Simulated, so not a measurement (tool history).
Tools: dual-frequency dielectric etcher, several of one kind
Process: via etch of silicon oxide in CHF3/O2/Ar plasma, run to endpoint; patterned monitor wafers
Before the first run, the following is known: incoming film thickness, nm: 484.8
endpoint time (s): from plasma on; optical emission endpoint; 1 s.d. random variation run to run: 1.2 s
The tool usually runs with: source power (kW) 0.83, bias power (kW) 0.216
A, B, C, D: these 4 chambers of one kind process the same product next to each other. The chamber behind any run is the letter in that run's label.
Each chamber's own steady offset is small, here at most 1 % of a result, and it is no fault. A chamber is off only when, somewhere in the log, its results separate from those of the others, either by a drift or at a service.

run   hour  source power (kW)  bias power (kW)  endpoint time (s)
 1D      8               0.83            0.216             202.58
 2C   16.1               0.83            0.216             203.03
 3B   25.4               0.83            0.216              205.8
 4A   31.9               0.83            0.216             205.09
 5B   44.2               0.83            0.216             205.87
 6D   54.8               0.83            0.216             205.66
 7A   63.8               0.69            0.249              209.6
 8C   73.2               0.69            0.249             209.16
 9A   80.8               0.69            0.249             210.27
10D     94               0.69            0.249             210.45
     101.4  -- chamber C: wet clean of the chamber
11C  107.7               0.83            0.216              206.2
12B  118.5               0.83            0.216             207.05
13B  131.4               0.83            0.216             206.57
14A  142.7               0.83            0.216             206.57
15D  154.2               0.83            0.216             203.47
16C  164.9               0.71            0.177             232.52
     166.4  -- chamber B: wet clean of the chamber
17B  171.8               0.71            0.177             233.19
18A  183.3               0.71            0.177             233.21
19D  190.3               0.71            0.177             228.08
20C  196.7               0.83            0.216             204.33
21A  208.9               0.83            0.216             205.76
22D    217               0.83            0.216             199.43
23B  223.6               0.83            0.216             206.37
24C  229.9               0.83            0.216             205.25
25B  241.4               0.83            0.216             205.62
26D  248.2               0.83            0.216             199.92
27C  260.5               0.83            0.216                203
28A  273.8               0.83            0.216             204.13
29A  280.4               0.83            0.216             206.04
30D  288.7               0.83            0.216             198.51
31B  300.1               0.96            0.216             194.38
32C  312.9               0.96            0.216             192.18
33C  322.1               0.96            0.216             192.44
34A  332.4               0.96            0.216              194.3
35D  343.3               0.83            0.216              197.1
36B  352.6               0.83            0.216             204.57

Is one chamber off against the others, does the gauge drift, or is nothing wrong? If a chamber is off, say which, and what the likeliest cause is.

One chamber, D, drifts off from the rest bit by bit.
Most likely cause: etch rate over this chamber's usual, % = 3.84.

Which of the 4 candidates below, each the usual settings with something changed and its results left as question marks, puts chamber D back in line with what the other chambers give on the usual settings?
Counts as in line when no further than this from what the other chambers average on the usual settings: endpoint time (s) 4.1
37D-1  362.8               0.83            0.171                  ?
37D-2  362.8               0.83            0.243                  ?
37D-3  362.8               0.83            0.266                  ?
37D-4  362.8               0.83            0.189                  ?

Average result of the remaining chambers running the usual settings: endpoint time (s) 204.95
  run  endpoint time (s)
37D-1             212.38
37D-2             188.62
37D-3             182.71
37D-4              205.5
It is 37D-4 that realigns the chamber with its peers.
